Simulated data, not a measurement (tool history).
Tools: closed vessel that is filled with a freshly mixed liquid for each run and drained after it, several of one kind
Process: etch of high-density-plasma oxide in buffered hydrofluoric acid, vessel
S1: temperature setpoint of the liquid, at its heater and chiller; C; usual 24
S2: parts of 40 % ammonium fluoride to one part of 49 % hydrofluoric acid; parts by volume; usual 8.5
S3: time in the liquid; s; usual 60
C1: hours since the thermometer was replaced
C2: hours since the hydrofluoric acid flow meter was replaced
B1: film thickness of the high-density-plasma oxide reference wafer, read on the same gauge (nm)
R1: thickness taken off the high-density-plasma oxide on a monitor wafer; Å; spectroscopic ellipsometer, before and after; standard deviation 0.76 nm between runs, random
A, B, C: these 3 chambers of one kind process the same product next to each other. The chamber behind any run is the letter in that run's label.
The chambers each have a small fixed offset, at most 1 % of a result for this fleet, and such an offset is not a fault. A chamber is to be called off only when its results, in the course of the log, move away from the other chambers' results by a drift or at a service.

run	hour	S1	S2	S3	C1	C2	B1	R1
1A	7.2	24	8.5	60	808	840.6	120.03	859.71
2C	14.2	24	8.5	60	650.3	208.5	119.99	846.9
3B	20.8	24	8.5	60	851.5	379.8	119.98	848.85
4C	28.5	24	8.5	60	664.6	222.8	119.98	848.97
5B	37.9	24	8.5	60	868.6	396.9	119.99	846.25
6A	47.5	24	8.5	60	848.3	880.9	120	859.94
7A	58	24	8.5	60	858.8	891.4	120.05	870.39
8C	69.4	24	8.5	60	705.5	263.7	119.99	838.57
9B	81.3	24	8.5	60	912	440.3	120	840.61
10A	90.1	24	8.5	60	890.9	923.5	120.01	856.19
11B	98.5	24	8.5	75	929.2	457.5	120.03	1060.8
12C	105.4	24	8.5	75	741.5	299.7	120.01	1057.9
13C	113.4	24	8.5	75	749.5	307.7	120	1033.3
14A	120	24	8.5	60	920.8	953.4	120.05	857.43
15B	126.6	24	8.5	60	957.3	485.6	119.98	843.19
16C	132.7	25.5	8.5	60	768.8	327	119.98	892
17A	139.8	25.5	8.5	60	940.6	973.2	119.94	936.97
18B	150.7	25.5	8.5	60	981.4	509.7	119.98	912.63
19B	161.7	24	8.5	60	992.4	520.7	119.97	840.22
20C	171.5	24	8.5	60	807.6	365.8	120.01	789.27
21A	183.6	24	8.5	60	984.4	1017	120.04	848.55
22B	196.3	28	6	60	1027	555.3	119.99	1475.3
23A	202.4	28	6	60	1003.2	1035.8	119.96	1512.1
24C	211.3	28	6	60	847.4	405.6	120.04	1394.4
25B	219.2	24	8.5	60	1049.9	578.2	120.01	848.45
26C	226.8	24	8.5	60	862.9	421.1	120.01	777.96
27A	236.9	24	8.5	60	1037.7	1070.3	119.99	841.78
28B	246.1	24	8.5	60	1076.8	605.1	119.97	845
# hour 252.8: chamber C: thermometer replaced
29A	258.8	21.5	8.5	40	1059.6	1092.2	120.04	489.7
30C	270.2	21.5	8.5	40	17.4	464.5	120.01	448.53

Decide between three cases: one chamber stands off from its peers, the gauge reading all wafers drifts, or nothing is wrong past each chamber's small offset. Where a chamber is off, say which and what most likely put it there.

Chamber C drifts away from the others.
What lies behind it: hydrofluoric acid flow below the setpoint (%) = 11.8.

Which of the 4 candidates below, each the usual settings with something changed and its results left as question marks, puts chamber C back in line with what the other chambers give on the usual settings?
To be in line, a result may differ from the other chambers' mean on the usual settings by at most: R1 27 Å
31C-1	279.5	23.5	8.5	55				?
31C-2	279.5	25	8.5	60				?
31C-3	279.5	24.5	8.5	65				?
31C-4	279.5	23	8.5	60				?

Usual-settings mean across the other chambers: R1 848.71 Å
run	R1
31C-1	681.3
31C-2	806.89
31C-3	850.28
31C-4	722.76
The right change is 31C-3: it brings the chamber back within the allowed miss of the others.
